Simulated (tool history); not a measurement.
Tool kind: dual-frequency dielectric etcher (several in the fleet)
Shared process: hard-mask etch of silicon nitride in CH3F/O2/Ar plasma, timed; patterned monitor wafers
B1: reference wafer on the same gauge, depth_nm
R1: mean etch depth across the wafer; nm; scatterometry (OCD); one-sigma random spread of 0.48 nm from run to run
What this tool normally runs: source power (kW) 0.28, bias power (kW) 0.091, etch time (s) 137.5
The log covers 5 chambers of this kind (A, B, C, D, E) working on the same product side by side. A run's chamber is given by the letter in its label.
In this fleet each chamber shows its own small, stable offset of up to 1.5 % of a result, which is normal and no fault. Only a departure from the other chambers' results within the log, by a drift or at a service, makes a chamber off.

Run 1A, hour 6.8: usual settings; B1 89.916. Result: R1 92.176 nm.
Run 2D, hour 13.5: usual settings; B1 90.008. Result: R1 91.818 nm.
Run 3B, hour 19.8: usual settings; B1 89.944. Result: R1 90.294 nm.
Run 4C, hour 26.4: usual settings; B1 90.037. Result: R1 92.243 nm.
Run 5E, hour 33.2: usual settings but bias power (kW) 0.079; B1 89.917. Result: R1 85.617 nm.
Run 6B, hour 40.2: usual settings but bias power (kW) 0.079; B1 89.979. Result: R1 85.635 nm.
Run 7A, hour 43.9: usual settings but bias power (kW) 0.079; B1 89.914. Result: R1 88.156 nm.
Run 8E, hour 50.1: usual settings but bias power (kW) 0.079; B1 90.039. Result: R1 85.482 nm.
Run 9D, hour 53.5: usual settings but bias power (kW) 0.079; B1 89.966. Result: R1 86.705 nm.
At hour 58.3: chamber B: wet clean of the chamber.
Run 10C, hour 60.8: usual settings; B1 89.933. Result: R1 91.901 nm.
Run 11D, hour 64.3: usual settings; B1 89.918. Result: R1 91.052 nm.
At hour 65.7: chamber B: source power generator calibrated.
Run 12B, hour 69.1: usual settings; B1 89.962. Result: R1 89.612 nm.
Run 13A, hour 75.3: usual settings; B1 90.085. Result: R1 91.834 nm.
Run 14E, hour 79.8: usual settings; B1 89.974. Result: R1 90.722 nm.
Run 15C, hour 83.7: usual settings; B1 90.089. Result: R1 91.415 nm.
Run 16A, hour 91: usual settings; B1 89.903. Result: R1 92.293 nm.
Run 17B, hour 97.3: usual settings; B1 90. Result: R1 90.738 nm.
Run 18E, hour 101.6: usual settings but source power (kW) 0.33, etch time (s) 117; B1 89.977. Result: R1 81.403 nm.
Run 19C, hour 105.4: usual settings but source power (kW) 0.33, etch time (s) 117; B1 90.028. Result: R1 84.09 nm.
Run 20D, hour 109.7: usual settings but source power (kW) 0.33, etch time (s) 117; B1 89.976. Result: R1 82.138 nm.
Run 21B, hour 114.1: usual settings but source power (kW) 0.33, etch time (s) 117; B1 89.943. Result: R1 81.784 nm.
At hour 118.6: chamber D: wet clean of the chamber.
Run 22A, hour 120.1: usual settings but source power (kW) 0.33, etch time (s) 117; B1 89.987. Result: R1 83.278 nm.
Run 23E, hour 123.9: usual settings; B1 89.956. Result: R1 90.354 nm.
Run 24C, hour 129.7: usual settings; B1 90.111. Result: R1 91.503 nm.
Run 25D, hour 134: usual settings; B1 90.017. Result: R1 87.977 nm.
Run 26C, hour 137.5: usual settings; B1 90.023. Result: R1 91.919 nm.
Run 27A, hour 143.2: usual settings; B1 89.998. Result: R1 93.193 nm.
Run 28D, hour 149: usual settings; B1 89.896. Result: R1 88.96 nm.
At hour 149.8: chamber E: bias power generator calibrated.
Run 29E, hour 154.8: usual settings but source power (kW) 0.23; B1 90. Result: R1 84.672 nm.
Run 30B, hour 158.3: usual settings but source power (kW) 0.23; B1 89.978. Result: R1 83.565 nm.
Run 31E, hour 165: usual settings but source power (kW) 0.23; B1 90.085. Result: R1 84.014 nm.
Run 32C, hour 172: usual settings but source power (kW) 0.23; B1 89.902. Result: R1 85.176 nm.
Run 33A, hour 178.6: usual settings but source power (kW) 0.23; B1 89.976. Result: R1 85.059 nm.
Run 34D, hour 182.5: usual settings; B1 90.069. Result: R1 87.189 nm.
Run 35B, hour 189.2: usual settings; B1 89.975. Result: R1 90.491 nm.
Run 36A, hour 195.6: usual settings but bias power (kW) 0.079; B1 90.071. Result: R1 87.109 nm.

Has any chamber moved away from the others, gradually or after a service, or does the common gauge drift, or do the chambers differ only by their own small steady offsets? State the chamber and the most likely cause if one applies.

Chamber D has stood off from the others ever since a service on it.
Most likely cause: etch rate under this chamber's usual, % = 3.97.

Which of the 4 candidates below, each the usual settings with something changed and its results left as question marks, puts chamber D back in line with what the other chambers give on the usual settings?
In line here means within this much of the mean the other chambers give on the usual settings: R1 1.7 nm
Run 37D-1, hour 200.9: usual settings but bias power (kW) 0.093, etch time (s) 147. Result: R1 ?.
Run 37D-2, hour 200.9: usual settings but etch time (s) 127.5. Result: R1 ?.
Run 37D-3, hour 200.9: usual settings but etch time (s) 142.5. Result: R1 ?.
Run 37D-4, hour 200.9: usual settings but bias power (kW) 0.082. Result: R1 ?.

Mean of the other chambers on the usual settings: R1 91.145 nm
  run      R1
37D-1  94.549
37D-2   81.35
37D-3  90.921
37D-4  84.454
With 37D-3, the chamber falls back in line with the rest.

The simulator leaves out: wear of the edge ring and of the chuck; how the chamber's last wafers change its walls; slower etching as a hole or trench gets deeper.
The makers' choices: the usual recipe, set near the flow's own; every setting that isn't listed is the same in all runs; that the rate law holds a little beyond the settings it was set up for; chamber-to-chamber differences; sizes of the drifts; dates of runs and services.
